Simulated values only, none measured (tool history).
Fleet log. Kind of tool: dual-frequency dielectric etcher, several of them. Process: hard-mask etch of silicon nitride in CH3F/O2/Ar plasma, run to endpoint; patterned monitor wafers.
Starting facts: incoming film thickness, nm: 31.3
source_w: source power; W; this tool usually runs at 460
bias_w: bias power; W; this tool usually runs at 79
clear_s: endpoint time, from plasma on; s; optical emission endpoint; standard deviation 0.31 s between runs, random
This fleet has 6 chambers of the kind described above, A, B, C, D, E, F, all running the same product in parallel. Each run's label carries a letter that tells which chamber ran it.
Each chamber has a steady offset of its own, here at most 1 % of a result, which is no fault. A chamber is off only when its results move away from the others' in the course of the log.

run,hour,source_w,bias_w,clear_s
1B,9.2,460,79,41.388
2D,22.2,460,79,41.394
# hour 32.6: chamber C: wet clean of the chamber
3E,35.3,460,79,41.455
4C,44.5,460,79,41.388
5A,52.1,510,60,43.957
6F,62.1,510,60,43.468
7D,72.8,510,60,43.42
8C,84,510,60,44.314
9A,92.3,510,60,44.003
# hour 95.1: chamber A: wet clean of the chamber
10B,100.7,510,60,43.701
11E,113.6,460,79,41.328
12F,121,460,79,41.185
13F,127.5,460,79,42.135
14E,139.1,460,79,41.057
15D,149.7,460,79,41.229
# hour 159.7: chamber D: wet clean of the chamber
16A,163,460,79,41.258
# hour 166.1: chamber F: wet clean of the chamber
17B,169.3,560,79,38.685
# hour 170.7: chamber E: wet clean of the chamber
18C,178.6,560,79,38.832
19E,185.5,560,79,38.676
20A,197.6,560,79,38.27
21F,206.5,560,79,38.604
22C,217.4,560,79,38.693
# hour 223.3: chamber B: wet clean of the chamber
23B,230,380,61,48.841
24D,238.7,380,61,47.883
25E,247.9,380,61,48.425
26C,260.4,380,61,49.188
27F,274,380,61,48.667
28A,284.4,380,61,48.548
29B,290.5,460,79,42.055
30D,300.9,530,79,39.3
31B,308.2,530,79,39.235
# hour 313: chamber C: source power generator calibrated
32F,320.2,530,79,39.25
33A,332.3,530,79,39.674
34E,342,530,79,39.167
35C,349.7,530,79,39.535
36D,356.5,460,79,41.029
37D,368.5,460,79,41.441
38B,376.4,460,79,41.405
39E,382.6,460,79,41.659
40F,390.9,460,69,43.503
41C,404.1,460,69,43.599
42A,415.2,460,69,43.715
43F,428.2,460,69,43.101

What goes on in this fleet: one chamber off, a drifting gauge, or nothing beyond the chambers' own small offsets? Name the chamber and the cause, if any.

All chambers stay in line apart from their small fixed offsets, and the gauge does not drift.

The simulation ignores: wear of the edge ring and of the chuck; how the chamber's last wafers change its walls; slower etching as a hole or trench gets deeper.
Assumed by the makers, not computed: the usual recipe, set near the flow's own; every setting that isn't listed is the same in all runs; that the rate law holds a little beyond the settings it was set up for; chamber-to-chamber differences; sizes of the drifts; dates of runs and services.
